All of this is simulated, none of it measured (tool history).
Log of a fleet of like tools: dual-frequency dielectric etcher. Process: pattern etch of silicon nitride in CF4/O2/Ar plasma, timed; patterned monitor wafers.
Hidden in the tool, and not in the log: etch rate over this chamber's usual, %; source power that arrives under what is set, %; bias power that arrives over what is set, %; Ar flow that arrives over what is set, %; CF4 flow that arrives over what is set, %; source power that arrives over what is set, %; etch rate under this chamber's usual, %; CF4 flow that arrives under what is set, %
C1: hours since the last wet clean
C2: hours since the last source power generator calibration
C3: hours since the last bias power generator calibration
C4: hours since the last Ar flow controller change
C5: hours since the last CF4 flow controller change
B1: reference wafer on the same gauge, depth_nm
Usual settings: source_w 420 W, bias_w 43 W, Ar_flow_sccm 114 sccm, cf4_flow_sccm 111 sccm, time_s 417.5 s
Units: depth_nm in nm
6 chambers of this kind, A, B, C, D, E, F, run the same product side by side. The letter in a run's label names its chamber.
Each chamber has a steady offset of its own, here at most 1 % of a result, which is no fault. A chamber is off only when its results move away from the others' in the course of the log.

Run 1C, hour 3.4: usual settings; C1 465.9; C2 1002.0; C3 869.1; C4 4205.3; C5 2419.7; B1 686.06. Result: depth_nm 639.11 nm.
Run 2A, hour 6.5: usual settings; C1 212.6; C2 1665.6; C3 1428.1; C4 1165.7; C5 1848.7; B1 685.97. Result: depth_nm 642.98 nm.
Run 3D, hour 12.3: usual settings; C1 30.9; C2 2038.8; C3 292.0; C4 1830.8; C5 228.4; B1 686.21. Result: depth_nm 639.18 nm.
Run 4B, hour 18.8: usual settings; C1 109.3; C2 854.1; C3 3205.4; C4 894.4; C5 2594.7; B1 686.31. Result: depth_nm 643.52 nm.
Run 5F, hour 24.5: usual settings; C1 391.1; C2 1203.4; C3 2442.1; C4 1963.9; C5 1744.4; B1 686.65. Result: depth_nm 644.67 nm.
Run 6E, hour 28.5: usual settings; C1 260.0; C2 4398.6; C3 4350.7; C4 2702.9; C5 1566.1; B1 686.46. Result: depth_nm 636.61 nm.
Run 7F, hour 31.4: usual settings but Ar_flow_sccm 131 sccm, cf4_flow_sccm 131 sccm; C1 398.0; C2 1210.3; C3 2449.0; C4 1970.8; C5 1751.3; B1 686.60. Result: depth_nm 647.39 nm.
Run 8E, hour 36.2: usual settings but Ar_flow_sccm 131 sccm, cf4_flow_sccm 131 sccm; C1 267.7; C2 4406.3; C3 4358.4; C4 2710.6; C5 1573.8; B1 686.89. Result: depth_nm 637.95 nm.
Run 9C, hour 41.2: usual settings but Ar_flow_sccm 131 sccm, cf4_flow_sccm 131 sccm; C1 503.7; C2 1039.8; C3 906.9; C4 4243.1; C5 2457.5; B1 686.90. Result: depth_nm 638.79 nm.
Run 10D, hour 45.4: usual settings but Ar_flow_sccm 131 sccm, cf4_flow_sccm 131 sccm; C1 64.0; C2 2071.9; C3 325.1; C4 1863.9; C5 261.5; B1 686.65. Result: depth_nm 642.02 nm.
At hour 45.7: chamber F: wet clean of the chamber.
Run 11A, hour 51.5: usual settings but Ar_flow_sccm 131 sccm, cf4_flow_sccm 131 sccm; C1 257.6; C2 1710.6; C3 1473.1; C4 1210.7; C5 1893.7; B1 687.26. Result: depth_nm 646.32 nm.
Run 12B, hour 54.8: usual settings but Ar_flow_sccm 131 sccm, cf4_flow_sccm 131 sccm; C1 145.3; C2 890.1; C3 3241.4; C4 930.4; C5 2630.7; B1 687.28. Result: depth_nm 646.34 nm.
Run 13D, hour 59.5: usual settings; C1 78.1; C2 2086.0; C3 339.2; C4 1878.0; C5 275.6; B1 687.49. Result: depth_nm 639.03 nm.
Run 14F, hour 66.0: usual settings but bias_w 34 W; C1 20.3; C2 1244.9; C3 2483.6; C4 2005.4; C5 1785.9; B1 687.68. Result: depth_nm 595.41 nm.
Run 15C, hour 72.4: usual settings but bias_w 34 W; C1 534.9; C2 1071.0; C3 938.1; C4 4274.3; C5 2488.7; B1 687.38. Result: depth_nm 588.20 nm.
Run 16A, hour 76.0: usual settings but bias_w 34 W; C1 282.1; C2 1735.1; C3 1497.6; C4 1235.2; C5 1918.2; B1 687.94. Result: depth_nm 592.92 nm.
Run 17E, hour 82.2: usual settings but bias_w 34 W; C1 313.7; C2 4452.3; C3 4404.4; C4 2756.6; C5 1619.8; B1 688.23. Result: depth_nm 584.95 nm.
Run 18B, hour 87.9: usual settings but bias_w 34 W; C1 178.4; C2 923.2; C3 3274.5; C4 963.5; C5 2663.8; B1 687.96. Result: depth_nm 591.92 nm.
Run 19D, hour 93.4: usual settings but bias_w 34 W; C1 112.0; C2 2119.9; C3 373.1; C4 1911.9; C5 309.5; B1 688.05. Result: depth_nm 590.47 nm.
Run 20E, hour 97.3: usual settings; C1 328.8; C2 4467.4; C3 4419.5; C4 2771.7; C5 1634.9; B1 688.25. Result: depth_nm 638.75 nm.
Run 21F, hour 101.5: usual settings; C1 55.8; C2 1280.4; C3 2519.1; C4 2040.9; C5 1821.4; B1 688.03. Result: depth_nm 646.87 nm.
Run 22B, hour 105.7: usual settings; C1 196.2; C2 941.0; C3 3292.3; C4 981.3; C5 2681.6; B1 688.06. Result: depth_nm 647.30 nm.
Run 23A, hour 111.7: usual settings; C1 317.8; C2 1770.8; C3 1533.3; C4 1270.9; C5 1953.9; B1 688.48. Result: depth_nm 643.02 nm.
Run 24C, hour 118.0: usual settings; C1 580.5; C2 1116.6; C3 983.7; C4 4319.9; C5 2534.3; B1 688.48. Result: depth_nm 640.78 nm.
Run 25E, hour 124.4: usual settings but Ar_flow_sccm 96 sccm, time_s 467.0 s; C1 355.9; C2 4494.5; C3 4446.6; C4 2798.8; C5 1662.0; B1 688.89. Result: depth_nm 731.68 nm.
At hour 127.7: chamber E: bias power generator calibrated.
Run 26A, hour 129.1: usual settings but Ar_flow_sccm 96 sccm, time_s 467.0 s; C1 335.2; C2 1788.2; C3 1550.7; C4 1288.3; C5 1971.3; B1 688.85. Result: depth_nm 735.66 nm.
Run 27F, hour 134.7: usual settings but Ar_flow_sccm 96 sccm, time_s 467.0 s; C1 89.0; C2 1313.6; C3 2552.3; C4 2074.1; C5 1854.6; B1 689.32. Result: depth_nm 739.00 nm.
Run 28C, hour 137.8: usual settings but Ar_flow_sccm 96 sccm, time_s 467.0 s; C1 600.3; C2 1136.4; C3 1003.5; C4 4339.7; C5 2554.1; B1 689.06. Result: depth_nm 734.84 nm.
Run 29D, hour 143.7: usual settings but Ar_flow_sccm 96 sccm, time_s 467.0 s; C1 162.3; C2 2170.2; C3 423.4; C4 1962.2; C5 359.8; B1 689.01. Result: depth_nm 731.25 nm.
At hour 145.1: chamber C: wet clean of the chamber.
Run 30B, hour 148.6: usual settings but Ar_flow_sccm 96 sccm, time_s 467.0 s; C1 239.1; C2 983.9; C3 3335.2; C4 1024.2; C5 2724.5; B1 689.20. Result: depth_nm 737.86 nm.
At hour 148.8: chamber A: wet clean of the chamber.
Run 31C, hour 152.6: usual settings; C1 7.6; C2 1151.2; C3 1018.3; C4 4354.5; C5 2568.9; B1 689.74. Result: depth_nm 640.15 nm.
Run 32B, hour 157.2: usual settings; C1 247.7; C2 992.5; C3 3343.8; C4 1032.8; C5 2733.1; B1 689.27. Result: depth_nm 649.05 nm.
Run 33E, hour 162.8: usual settings; C1 394.3; C2 4532.9; C3 35.2; C4 2837.2; C5 1700.4; B1 689.73. Result: depth_nm 640.96 nm.
Run 34A, hour 166.5: usual settings; C1 17.7; C2 1825.6; C3 1588.1; C4 1325.7; C5 2008.7; B1 689.65. Result: depth_nm 645.80 nm.
Run 35F, hour 170.7: usual settings; C1 125.0; C2 1349.6; C3 2588.3; C4 2110.1; C5 1890.6; B1 689.84. Result: depth_nm 648.85 nm.
Run 36D, hour 174.8: usual settings but cf4_flow_sccm 86 sccm; C1 193.4; C2 2201.3; C3 454.5; C4 1993.3; C5 390.9; B1 690.04. Result: depth_nm 620.50 nm.
Run 37E, hour 178.5: usual settings but cf4_flow_sccm 86 sccm; C1 410.0; C2 4548.6; C3 50.9; C4 2852.9; C5 1716.1; B1 690.15. Result: depth_nm 619.25 nm.
Run 38B, hour 184.7: usual settings but cf4_flow_sccm 86 sccm; C1 275.2; C2 1020.0; C3 3371.3; C4 1060.3; C5 2760.6; B1 690.03. Result: depth_nm 626.06 nm.
Run 39C, hour 189.7: usual settings but cf4_flow_sccm 86 sccm; C1 44.7; C2 1188.3; C3 1055.4; C4 4391.6; C5 2606.0; B1 690.29. Result: depth_nm 620.53 nm.
Run 40A, hour 195.2: usual settings but cf4_flow_sccm 86 sccm; C1 46.4; C2 1854.3; C3 1616.8; C4 1354.4; C5 2037.4; B1 690.59. Result: depth_nm 625.78 nm.

Is one chamber off against the others, does the gauge drift, or is nothing wrong? If a chamber is off, say which, and what the likeliest cause is.

The gauge drifts, so all chambers seem to drift together. No chamber is off.
Cause: gauge reads high (%) = 0.656.
